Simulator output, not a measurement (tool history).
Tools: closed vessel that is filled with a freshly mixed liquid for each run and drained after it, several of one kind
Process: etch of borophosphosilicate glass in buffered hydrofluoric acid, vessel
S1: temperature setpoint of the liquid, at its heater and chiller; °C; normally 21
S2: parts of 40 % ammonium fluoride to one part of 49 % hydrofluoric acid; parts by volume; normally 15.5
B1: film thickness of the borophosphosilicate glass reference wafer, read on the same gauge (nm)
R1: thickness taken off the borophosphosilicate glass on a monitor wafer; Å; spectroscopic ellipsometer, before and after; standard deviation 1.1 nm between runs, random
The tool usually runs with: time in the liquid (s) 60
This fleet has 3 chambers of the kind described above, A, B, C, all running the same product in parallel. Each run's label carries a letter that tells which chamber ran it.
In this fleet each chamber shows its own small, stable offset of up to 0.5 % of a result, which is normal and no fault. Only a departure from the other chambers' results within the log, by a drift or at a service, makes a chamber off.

Run 1C, hour 14.2: usual settings; B1 79.993. Result: R1 1174.8 Å.
Run 2B, hour 28.8: usual settings; B1 80.007. Result: R1 1191.8 Å.
Run 3A, hour 35.7: usual settings; B1 79.991. Result: R1 1203.4 Å.
Run 4A, hour 51: usual settings; B1 79.998. Result: R1 1175.9 Å.
Run 5C, hour 59.5: usual settings; B1 80.013. Result: R1 1199.1 Å.
Run 6B, hour 67.8: usual settings but S2 12 parts by volume; B1 80.006. Result: R1 1535.1 Å.
Run 7B, hour 74.7: usual settings but S2 12 parts by volume; B1 79.993. Result: R1 1529.3 Å.
Run 8C, hour 90.2: usual settings but S2 12 parts by volume; B1 79.992. Result: R1 1533.3 Å.
Run 9A, hour 102.9: usual settings; B1 79.997. Result: R1 1181.7 Å.
Run 10B, hour 114.8: usual settings; B1 79.999. Result: R1 1176.6 Å.
Run 11C, hour 123.1: usual settings; B1 80.019. Result: R1 1178.1 Å.
Run 12A, hour 133.5: usual settings; B1 80.004. Result: R1 1189.8 Å.
Run 13C, hour 147.3: usual settings; B1 80.008. Result: R1 1193.4 Å.
Run 14B, hour 155: usual settings; B1 80.008. Result: R1 1176.3 Å.
Run 15A, hour 170: usual settings; B1 79.999. Result: R1 1180.2 Å.
Run 16C, hour 180.1: usual settings; B1 80.003. Result: R1 1169.2 Å.
Run 17B, hour 195.2: usual settings; B1 80. Result: R1 1175.7 Å.
Run 18A, hour 202.6: usual settings; B1 80.022. Result: R1 1179.3 Å.
Run 19A, hour 216.1: usual settings; B1 80.011. Result: R1 1183.6 Å.
Run 20B, hour 226.8: usual settings; B1 80.019. Result: R1 1185.6 Å.
Run 21C, hour 233.5: usual settings; B1 80.016. Result: R1 1173.5 Å.
Run 22A, hour 245.5: usual settings; B1 80.003. Result: R1 1179.9 Å.
At hour 251.5: chamber B: thermometer replaced.
Run 23C, hour 252.4: usual settings; B1 79.996. Result: R1 1186.4 Å.
At hour 257.5: chamber B: hydrofluoric acid flow meter replaced.
Run 24B, hour 263: usual settings; B1 80.015. Result: R1 1177.7 Å.
Run 25A, hour 277.2: usual settings; B1 79.979. Result: R1 1177.4 Å.
Run 26B, hour 290.7: usual settings; B1 80.029. Result: R1 1180 Å.

All chambers now run identical settings, listed one chamber a line with results as question marks. What results will each chamber show?
Run 27A, hour 301.9: usual settings. Result: R1 ?.
Run 27B, hour 301.9: usual settings. Result: R1 ?.
Run 27C, hour 301.9: usual settings. Result: R1 ?.

run      R1
27A  1178.8
27B  1188.1
27C  1168.9
